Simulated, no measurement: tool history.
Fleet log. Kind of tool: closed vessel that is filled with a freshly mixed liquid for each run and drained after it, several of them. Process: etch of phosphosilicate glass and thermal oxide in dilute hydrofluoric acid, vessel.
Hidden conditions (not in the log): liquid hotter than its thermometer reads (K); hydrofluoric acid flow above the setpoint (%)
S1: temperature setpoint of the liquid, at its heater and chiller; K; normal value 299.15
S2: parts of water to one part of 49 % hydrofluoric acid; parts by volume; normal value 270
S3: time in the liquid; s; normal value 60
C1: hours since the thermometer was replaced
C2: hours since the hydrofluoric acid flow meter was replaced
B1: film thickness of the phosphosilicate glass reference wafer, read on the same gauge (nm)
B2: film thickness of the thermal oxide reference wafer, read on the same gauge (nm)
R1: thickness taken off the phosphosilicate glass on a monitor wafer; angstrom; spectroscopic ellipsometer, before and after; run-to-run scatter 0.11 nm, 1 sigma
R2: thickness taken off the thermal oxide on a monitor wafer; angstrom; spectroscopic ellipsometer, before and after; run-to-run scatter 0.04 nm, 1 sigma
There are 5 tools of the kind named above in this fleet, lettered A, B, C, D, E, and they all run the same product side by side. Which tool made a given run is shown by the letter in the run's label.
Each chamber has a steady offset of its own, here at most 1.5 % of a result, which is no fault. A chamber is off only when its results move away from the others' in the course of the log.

run 1C day=0.375 | S1=299.15 S2=270 S3=60 | C1=152.6 C2=288.7 | B1=69.988 B2=39.985 | R1=123.43 R2=8.9425
run 2D day=0.896 | S1=299.15 S2=270 S3=60 | C1=975.4 C2=248.9 | B1=70.023 B2=40.021 | R1=126.95 R2=9.2856
run 3B day=1.462 | S1=299.15 S2=270 S3=60 | C1=184.4 C2=305.4 | B1=69.988 B2=39.99 | R1=128.08 R2=8.7657
run 4A day=2.071 | S1=299.15 S2=270 S3=60 | C1=219.7 C2=2037.5 | B1=69.998 B2=39.999 | R1=125.63 R2=8.9941
run 5E day=2.475 | S1=297.15 S2=270 S3=60 | C1=690.3 C2=698.9 | B1=70.027 B2=40.014 | R1=116.81 R2=8.5192
run 6B day=3.104 | S1=297.15 S2=270 S3=60 | C1=223.8 C2=344.8 | B1=69.986 B2=39.997 | R1=121.11 R2=8.9151
run 7A day=3.608 | S1=297.15 S2=270 S3=60 | C1=256.6 C2=2074.4 | B1=69.946 B2=40.005 | R1=117.15 R2=8.9783
run 8D day=4.217 | S1=297.15 S2=270 S3=60 | C1=1055.1 C2=328.6 | B1=69.997 B2=39.988 | R1=117.59 R2=8.6577
run 9C day=4.733 | S1=297.15 S2=270 S3=60 | C1=257.2 C2=393.3 | B1=69.987 B2=39.986 | R1=118.44 R2=8.3334
run 10E day=5.012 | S1=299.15 S2=270 S3=60 | C1=751.2 C2=759.8 | B1=69.994 B2=40.008 | R1=126.63 R2=8.837
run 11B day=5.433 | S1=299.15 S2=270 S3=60 | C1=279.7 C2=400.7 | B1=69.981 B2=39.989 | R1=130.71 R2=9.0497
run 12C day=6.021 | S1=299.15 S2=270 S3=60 | C1=288.1 C2=424.2 | B1=70.011 B2=39.994 | R1=125.6 R2=8.9061
run 13D day=6.575 | S1=299.15 S2=270 S3=60 | C1=1111.7 C2=385.2 | B1=69.975 B2=40.005 | R1=127.31 R2=9.3606
run 14A day=7.167 | S1=297.65 S2=270 S3=60 | C1=342 C2=2159.8 | B1=69.998 B2=39.982 | R1=117.75 R2=9.0619
run 15E day=7.525 | S1=297.65 S2=270 S3=60 | C1=811.5 C2=820.1 | B1=70.003 B2=40 | R1=121.2 R2=9.0043
run 16C day=8 | S1=297.65 S2=270 S3=60 | C1=335.6 C2=471.7 | B1=70.032 B2=39.994 | R1=119.06 R2=8.4507
run 17B day=8.371 | S1=297.65 S2=270 S3=60 | C1=350.2 C2=471.2 | B1=69.988 B2=39.991 | R1=128.97 R2=9.4932
run 18E day=8.879 | S1=297.65 S2=270 S3=60 | C1=844 C2=852.6 | B1=69.984 B2=40.01 | R1=120.52 R2=9.0441
run 19A day=9.221 | S1=299.15 S2=270 S3=90 | C1=391.3 C2=2209.1 | B1=70.019 B2=40.002 | R1=187.29 R2=13.443
-- day=9.396 chamber E: hydrofluoric acid flow meter replaced
run 20D day=9.846 | S1=299.15 S2=270 S3=90 | C1=1190.2 C2=463.7 | B1=70.026 B2=39.994 | R1=190.64 R2=14.156
run 21C day=10.121 | S1=299.15 S2=270 S3=90 | C1=386.5 C2=522.6 | B1=70.013 B2=39.995 | R1=190.55 R2=14.227
run 22A day=10.654 | S1=299.15 S2=270 S3=90 | C1=425.7 C2=2243.5 | B1=69.999 B2=40.002 | R1=188.04 R2=13.209
run 23D day=11.096 | S1=299.15 S2=270 S3=90 | C1=1220.2 C2=493.7 | B1=69.974 B2=39.995 | R1=189.13 R2=12.749
run 24E day=11.621 | S1=299.15 S2=270 S3=60 | C1=909.8 C2=53.5 | B1=69.993 B2=39.992 | R1=123.07 R2=9.5397
run 25B day=12.192 | S1=299.15 S2=270 S3=60 | C1=441.9 C2=562.9 | B1=69.98 B2=39.999 | R1=140.4 R2=10.298
run 26A day=12.504 | S1=299.15 S2=270 S3=60 | C1=470.1 C2=2287.9 | B1=70.005 B2=40.013 | R1=124.37 R2=8.3846
run 27E day=12.996 | S1=299.15 S2=270 S3=60 | C1=942.8 C2=86.5 | B1=70.001 B2=39.993 | R1=124.73 R2=8.7439
run 28C day=13.504 | S1=299.15 S2=270 S3=60 | C1=467.7 C2=603.8 | B1=69.968 B2=40.013 | R1=125.64 R2=9.2137
run 29D day=14.075 | S1=299.15 S2=270 S3=60 | C1=1291.7 C2=565.2 | B1=69.986 B2=39.999 | R1=124.98 R2=9.3581
run 30B day=14.642 | S1=299.15 S2=270 S3=60 | C1=500.7 C2=621.7 | B1=70.001 B2=39.973 | R1=142.1 R2=10.707

The same settings go to every chamber for the next run, one line per chamber below. Forecast the results for each:
run 31A day=15.096 | S1=299.15 S2=360 S3=60 | R1=? R2=?
run 31B day=15.096 | S1=299.15 S2=360 S3=60 | R1=? R2=?
run 31C day=15.096 | S1=299.15 S2=360 S3=60 | R1=? R2=?
run 31D day=15.096 | S1=299.15 S2=360 S3=60 | R1=? R2=?
run 31E day=15.096 | S1=299.15 S2=360 S3=60 | R1=? R2=?

run=31A R1=85.078 R2=6.2821
run=31B R1=98.111 R2=6.7766
run=31C R1=86.846 R2=6.1791
run=31D R1=85.792 R2=6.1133
run=31E R1=87.728 R2=5.9059

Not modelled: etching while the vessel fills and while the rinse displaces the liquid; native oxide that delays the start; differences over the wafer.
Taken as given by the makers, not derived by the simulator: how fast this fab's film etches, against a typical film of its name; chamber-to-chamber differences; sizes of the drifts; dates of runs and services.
